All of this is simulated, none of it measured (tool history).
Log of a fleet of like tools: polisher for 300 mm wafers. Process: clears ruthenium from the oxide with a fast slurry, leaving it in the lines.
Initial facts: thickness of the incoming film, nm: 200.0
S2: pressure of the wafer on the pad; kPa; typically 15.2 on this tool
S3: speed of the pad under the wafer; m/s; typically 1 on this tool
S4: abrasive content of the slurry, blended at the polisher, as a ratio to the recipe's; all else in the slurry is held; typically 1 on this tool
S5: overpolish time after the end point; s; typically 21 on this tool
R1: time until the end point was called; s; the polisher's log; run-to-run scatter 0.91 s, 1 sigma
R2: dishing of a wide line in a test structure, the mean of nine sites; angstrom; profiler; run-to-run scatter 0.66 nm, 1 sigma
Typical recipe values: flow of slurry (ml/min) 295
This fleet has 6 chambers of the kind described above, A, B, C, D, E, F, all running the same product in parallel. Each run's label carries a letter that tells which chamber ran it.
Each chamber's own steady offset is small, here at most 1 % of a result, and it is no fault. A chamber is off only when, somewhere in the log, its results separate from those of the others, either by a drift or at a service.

{"run": "1E", "hour": 6.2, "flow of slurry (ml/min)": 295, "S2": 15.2, "S3": 1, "S4": 1, "S5": 21, "R1": 55.986, "R2": 600.47}
{"hour": 6.5, "done": "chamber C: slurry blender recalibrated"}
{"run": "2A", "hour": 16.3, "flow of slurry (ml/min)": 295, "S2": 15.2, "S3": 1, "S4": 1, "S5": 21, "R1": 57.976, "R2": 592.38}
{"hour": 29.3, "done": "chamber A: head pressure recalibrated"}
{"run": "3C", "hour": 30.1, "flow of slurry (ml/min)": 295, "S2": 15.2, "S3": 1, "S4": 1, "S5": 21, "R1": 56.779, "R2": 608.85}
{"run": "4D", "hour": 41.5, "flow of slurry (ml/min)": 295, "S2": 15.2, "S3": 1, "S4": 1, "S5": 21, "R1": 56.179, "R2": 598.93}
{"run": "5B", "hour": 54.0, "flow of slurry (ml/min)": 295, "S2": 15.2, "S3": 1, "S4": 1, "S5": 21, "R1": 57.092, "R2": 594.34}
{"run": "6F", "hour": 63.5, "flow of slurry (ml/min)": 295, "S2": 15.2, "S3": 1, "S4": 1, "S5": 21, "R1": 55.667, "R2": 595.45}
{"hour": 72.8, "done": "chamber C: worn pad replaced by a new one"}
{"run": "7B", "hour": 72.8, "flow of slurry (ml/min)": 295, "S2": 11, "S3": 0.7, "S4": 1, "S5": 21, "R1": 109.26, "R2": 326.54}
{"run": "8C", "hour": 79.1, "flow of slurry (ml/min)": 295, "S2": 11, "S3": 0.7, "S4": 1, "S5": 21, "R1": 111.78, "R2": 327.68}
{"hour": 87.1, "done": "chamber E: worn pad replaced by a new one"}
{"run": "9F", "hour": 87.1, "flow of slurry (ml/min)": 295, "S2": 11, "S3": 0.7, "S4": 1, "S5": 21, "R1": 110.09, "R2": 325.78}
{"hour": 93.7, "done": "chamber B: slurry blender recalibrated"}
{"run": "10A", "hour": 96.4, "flow of slurry (ml/min)": 295, "S2": 11, "S3": 0.7, "S4": 1, "S5": 21, "R1": 113.24, "R2": 306.96}
{"hour": 105.4, "done": "chamber F: worn pad replaced by a new one"}
{"hour": 105.4, "done": "chamber A: worn pad replaced by a new one"}
{"run": "11E", "hour": 108.1, "flow of slurry (ml/min)": 295, "S2": 11, "S3": 0.7, "S4": 1, "S5": 21, "R1": 108.09, "R2": 320.79}
{"run": "12D", "hour": 118.8, "flow of slurry (ml/min)": 295, "S2": 11, "S3": 0.7, "S4": 1, "S5": 21, "R1": 110.16, "R2": 318.72}
{"hour": 128.6, "done": "chamber B: worn pad replaced by a new one"}
{"run": "13F", "hour": 132.5, "flow of slurry (ml/min)": 295, "S2": 15.2, "S3": 1, "S4": 1, "S5": 21, "R1": 55.738, "R2": 606.05}
{"hour": 135.6, "done": "chamber F: head pressure recalibrated"}
{"hour": 137.7, "done": "chamber D: worn pad replaced by a new one"}
{"hour": 142.6, "done": "chamber B: slurry nozzle cleaned"}
{"run": "14B", "hour": 146.0, "flow of slurry (ml/min)": 295, "S2": 15.2, "S3": 1, "S4": 1, "S5": 21, "R1": 54.8, "R2": 603.27}
{"hour": 154.2, "done": "chamber C: slurry nozzle cleaned"}
{"hour": 154.9, "done": "chamber E: slurry nozzle cleaned"}
{"run": "15D", "hour": 159.6, "flow of slurry (ml/min)": 215, "S2": 15.2, "S3": 1, "S4": 1, "S5": 21, "R1": 57.076, "R2": 587.5}
{"run": "16A", "hour": 166.7, "flow of slurry (ml/min)": 215, "S2": 15.2, "S3": 1, "S4": 1, "S5": 21, "R1": 62.355, "R2": 547.72}
{"hour": 171.6, "done": "chamber C: head pressure recalibrated"}
{"run": "17C", "hour": 176.1, "flow of slurry (ml/min)": 215, "S2": 15.2, "S3": 1, "S4": 1, "S5": 21, "R1": 57.689, "R2": 565.71}
{"hour": 182.7, "done": "chamber E: worn pad replaced by a new one"}
{"run": "18E", "hour": 183.5, "flow of slurry (ml/min)": 215, "S2": 15.2, "S3": 1, "S4": 1, "S5": 21, "R1": 60.299, "R2": 575.18}
{"run": "19B", "hour": 195.5, "flow of slurry (ml/min)": 215, "S2": 15.2, "S3": 1, "S4": 1, "S5": 21, "R1": 58.708, "R2": 591.83}
{"hour": 195.6, "done": "chamber F: slurry blender recalibrated"}
{"run": "20A", "hour": 207.4, "flow of slurry (ml/min)": 215, "S2": 15.2, "S3": 1, "S4": 1, "S5": 21, "R1": 61.973, "R2": 547.4}
{"hour": 214.0, "done": "chamber B: slurry blender recalibrated"}
{"run": "21E", "hour": 217.4, "flow of slurry (ml/min)": 295, "S2": 15.2, "S3": 1, "S4": 1, "S5": 21, "R1": 56.198, "R2": 589.28}
{"run": "22C", "hour": 228.6, "flow of slurry (ml/min)": 295, "S2": 15.2, "S3": 1, "S4": 1, "S5": 21, "R1": 57.351, "R2": 596.37}
{"run": "23F", "hour": 240.3, "flow of slurry (ml/min)": 295, "S2": 15.2, "S3": 1, "S4": 1, "S5": 21, "R1": 56.948, "R2": 604.1}
{"hour": 247.4, "done": "chamber E: slurry blender recalibrated"}
{"hour": 248.8, "done": "chamber F: worn pad replaced by a new one"}
{"run": "24D", "hour": 248.9, "flow of slurry (ml/min)": 295, "S2": 15.2, "S3": 1, "S4": 1, "S5": 21, "R1": 57.313, "R2": 593.09}
{"hour": 253.1, "done": "chamber B: worn pad replaced by a new one"}
{"hour": 256.4, "done": "chamber A: slurry nozzle cleaned"}
{"run": "25E", "hour": 258.2, "flow of slurry (ml/min)": 295, "S2": 15.2, "S3": 1, "S4": 1, "S5": 21, "R1": 55.46, "R2": 596.15}
{"run": "26C", "hour": 267.7, "flow of slurry (ml/min)": 295, "S2": 15.2, "S3": 1, "S4": 1, "S5": 21, "R1": 56.785, "R2": 596.81}
{"run": "27F", "hour": 276.4, "flow of slurry (ml/min)": 295, "S2": 15.2, "S3": 1, "S4": 1, "S5": 21, "R1": 56.871, "R2": 599.32}
{"hour": 279.5, "done": "chamber E: worn pad replaced by a new one"}
{"run": "28A", "hour": 287.2, "flow of slurry (ml/min)": 295, "S2": 15.2, "S3": 1, "S4": 1, "S5": 21, "R1": 62.226, "R2": 541.78}
{"hour": 290.8, "done": "chamber C: slurry blender recalibrated"}
{"hour": 292.2, "done": "chamber D: worn pad replaced by a new one"}
{"run": "29B", "hour": 293.7, "flow of slurry (ml/min)": 295, "S2": 15.2, "S3": 1, "S4": 1, "S5": 21, "R1": 57.345, "R2": 605.13}
{"run": "30D", "hour": 307.1, "flow of slurry (ml/min)": 295, "S2": 15.2, "S3": 1, "S4": 1.15, "S5": 21, "R1": 53.764, "R2": 638.75}
{"hour": 309.3, "done": "chamber C: worn pad replaced by a new one"}
{"hour": 311.9, "done": "chamber D: slurry blender recalibrated"}
{"run": "31C", "hour": 315.0, "flow of slurry (ml/min)": 295, "S2": 15.2, "S3": 1, "S4": 1.15, "S5": 21, "R1": 53.394, "R2": 622.24}
{"hour": 316.9, "done": "chamber A: worn pad replaced by a new one"}
{"hour": 326.0, "done": "chamber B: slurry blender recalibrated"}
{"run": "32B", "hour": 327.7, "flow of slurry (ml/min)": 295, "S2": 15.2, "S3": 1, "S4": 1.15, "S5": 21, "R1": 53.9, "R2": 644.76}
{"run": "33E", "hour": 336.0, "flow of slurry (ml/min)": 295, "S2": 15.2, "S3": 1, "S4": 1.15, "S5": 21, "R1": 54.245, "R2": 622.5}
{"run": "34F", "hour": 345.2, "flow of slurry (ml/min)": 295, "S2": 15.2, "S3": 1, "S4": 1.15, "S5": 21, "R1": 51.99, "R2": 629.94}
{"run": "35A", "hour": 353.9, "flow of slurry (ml/min)": 295, "S2": 15.2, "S3": 1, "S4": 1.15, "S5": 21, "R1": 59.507, "R2": 557.79}
{"run": "36D", "hour": 364.5, "flow of slurry (ml/min)": 295, "S2": 15.2, "S3": 1, "S4": 1, "S5": 21, "R1": 54.518, "R2": 604.63}
{"run": "37C", "hour": 378.2, "flow of slurry (ml/min)": 295, "S2": 15.2, "S3": 1, "S4": 1, "S5": 21, "R1": 57.551, "R2": 605.06}
{"run": "38A", "hour": 386.1, "flow of slurry (ml/min)": 295, "S2": 15.2, "S3": 1, "S4": 1, "S5": 21, "R1": 66.236, "R2": 506.7}
{"hour": 393.9, "done": "chamber B: worn pad replaced by a new one"}
{"run": "39F", "hour": 395.4, "flow of slurry (ml/min)": 295, "S2": 15.2, "S3": 1, "S4": 1, "S5": 21, "R1": 55.745, "R2": 608.44}
{"hour": 402.9, "done": "chamber E: slurry nozzle cleaned"}
{"hour": 403.8, "done": "chamber E: worn pad replaced by a new one"}
{"run": "40D", "hour": 404.3, "flow of slurry (ml/min)": 295, "S2": 15.2, "S3": 1, "S4": 1, "S5": 21, "R1": 55.709, "R2": 597.35}
{"run": "41B", "hour": 411.3, "flow of slurry (ml/min)": 355, "S2": 15.2, "S3": 1, "S4": 1, "S5": 12, "R1": 56.585, "R2": 362.05}
{"run": "42E", "hour": 423.0, "flow of slurry (ml/min)": 355, "S2": 15.2, "S3": 1, "S4": 1, "S5": 12, "R1": 57.026, "R2": 364.77}

All chambers now run identical settings, listed one chamber a line with results as question marks. What results will each chamber show?
{"run": "43A", "hour": 432.9, "flow of slurry (ml/min)": 295, "S2": 15.2, "S3": 0.82, "S4": 1, "S5": 21, "R1": "?", "R2": "?"}
{"run": "43B", "hour": 432.9, "flow of slurry (ml/min)": 295, "S2": 15.2, "S3": 0.82, "S4": 1, "S5": 21, "R1": "?", "R2": "?"}
{"run": "43C", "hour": 432.9, "flow of slurry (ml/min)": 295, "S2": 15.2, "S3": 0.82, "S4": 1, "S5": 21, "R1": "?", "R2": "?"}
{"run": "43D", "hour": 432.9, "flow of slurry (ml/min)": 295, "S2": 15.2, "S3": 0.82, "S4": 1, "S5": 21, "R1": "?", "R2": "?"}
{"run": "43E", "hour": 432.9, "flow of slurry (ml/min)": 295, "S2": 15.2, "S3": 0.82, "S4": 1, "S5": 21, "R1": "?", "R2": "?"}
{"run": "43F", "hour": 432.9, "flow of slurry (ml/min)": 295, "S2": 15.2, "S3": 0.82, "S4": 1, "S5": 21, "R1": "?", "R2": "?"}

run=43A R1=84.975 R2=414.34
run=43B R1=68.75 R2=494.05
run=43C R1=70.452 R2=504.11
run=43D R1=70.145 R2=506.17
run=43E R1=68.319 R2=504.68
run=43F R1=70.295 R2=498.63
